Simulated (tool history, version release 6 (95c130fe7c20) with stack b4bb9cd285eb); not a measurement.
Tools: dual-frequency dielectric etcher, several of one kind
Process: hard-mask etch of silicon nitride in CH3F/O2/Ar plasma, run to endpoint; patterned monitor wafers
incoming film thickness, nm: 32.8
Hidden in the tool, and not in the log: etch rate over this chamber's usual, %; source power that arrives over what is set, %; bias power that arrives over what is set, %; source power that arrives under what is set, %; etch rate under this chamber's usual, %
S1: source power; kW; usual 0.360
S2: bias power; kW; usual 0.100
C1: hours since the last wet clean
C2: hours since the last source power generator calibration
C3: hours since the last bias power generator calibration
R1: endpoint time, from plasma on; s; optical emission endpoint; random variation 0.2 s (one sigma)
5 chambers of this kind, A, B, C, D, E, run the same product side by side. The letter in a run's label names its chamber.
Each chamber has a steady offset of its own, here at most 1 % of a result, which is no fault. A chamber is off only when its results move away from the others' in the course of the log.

run   hour     S1     S2     C1      C2      C3      R1
 1A    5.9  0.360  0.100  602.3   209.3  2379.3  44.236
 2B   11.8  0.360  0.100  210.7  2097.3    50.7  43.814
 3D   19.8  0.360  0.100  218.3  3121.0   141.3  43.980
 4E   28.0  0.360  0.100  300.9   656.0  1917.4  43.893
 5C   34.9  0.360  0.100  294.0  2381.6  1322.5  43.957
 6C   39.5  0.360  0.100  298.6  2386.2  1327.1  43.469
 7B   44.3  0.360  0.100  243.2  2129.8    83.2  44.496
 8A   49.5  0.360  0.100  645.9   252.9  2422.9  44.501
 9E   56.6  0.360  0.100  329.5   684.6  1946.0  44.004
10D   61.0  0.360  0.100  259.5  3162.2   182.5  43.526
11C   68.9  0.360  0.100  328.0  2415.6  1356.5  43.404
      71.7  -- chamber A: wet clean of the chamber
12D   75.1  0.360  0.100  273.6  3176.3   196.6  44.024
13B   79.0  0.360  0.100  277.9  2164.5   117.9  43.953
14A   84.0  0.360  0.100   12.3   287.4  2457.4  43.836
15E   88.4  0.360  0.100  361.3   716.4  1977.8  44.253
16E   96.8  0.360  0.100  369.7   724.8  1986.2  44.347
17C  102.5  0.360  0.090  361.6  2449.2  1390.1  44.724
18A  107.0  0.360  0.090   35.3   310.4  2480.4  46.012
19B  113.2  0.360  0.090  312.1  2198.7   152.1  45.927
20D  119.0  0.360  0.090  317.5  3220.2   240.5  45.605
21C  123.0  0.360  0.090  382.1  2469.7  1410.6  44.563
22B  127.6  0.430  0.081  326.5  2213.1   166.5  44.355
23A  131.9  0.430  0.081   60.2   335.3  2505.3  44.327
24E  140.1  0.430  0.081  413.0   768.1  2029.5  44.755
     143.9  -- chamber E: wet clean of the chamber
25D  144.8  0.430  0.081  343.3  3246.0   266.3  43.979
26C  151.7  0.430  0.081  410.8  2498.4  1439.3  42.894
27B  156.9  0.360  0.100  355.8  2242.4   195.8  44.261
28D  162.6  0.360  0.100  361.1  3263.8   284.1  43.530
29E  170.1  0.360  0.100   26.3   798.1  2059.5  44.334
30A  174.6  0.360  0.100  102.9   378.0  2548.0  44.195
31C  180.5  0.360  0.100  439.6  2527.2  1468.1  41.773
32E  188.4  0.360  0.100   44.6   816.4  2077.8  43.975
33D  196.8  0.360  0.100  395.3  3298.0   318.3  43.899
34B  205.2  0.360  0.100  404.1  2290.7   244.1  44.137
35A  209.1  0.360  0.100  137.4   412.5  2582.5  43.828
36C  217.8  0.360  0.100  476.9  2564.5  1505.4  41.619
37D  224.5  0.360  0.100  423.0  3325.7   346.0  43.838
38E  232.9  0.360  0.100   89.1   860.9  2122.3  44.098
39B  238.4  0.360  0.100  437.3  2323.9   277.3  44.343

All 5 chambers run these settings next. Forecast each chamber's results:
40A  244.9  0.360  0.077               ?
40B  244.9  0.360  0.077               ?
40C  244.9  0.360  0.077               ?
40D  244.9  0.360  0.077               ?
40E  244.9  0.360  0.077               ?

run      R1
40A  48.269
40B  48.586
40C  45.782
40D  47.502
40E  48.290

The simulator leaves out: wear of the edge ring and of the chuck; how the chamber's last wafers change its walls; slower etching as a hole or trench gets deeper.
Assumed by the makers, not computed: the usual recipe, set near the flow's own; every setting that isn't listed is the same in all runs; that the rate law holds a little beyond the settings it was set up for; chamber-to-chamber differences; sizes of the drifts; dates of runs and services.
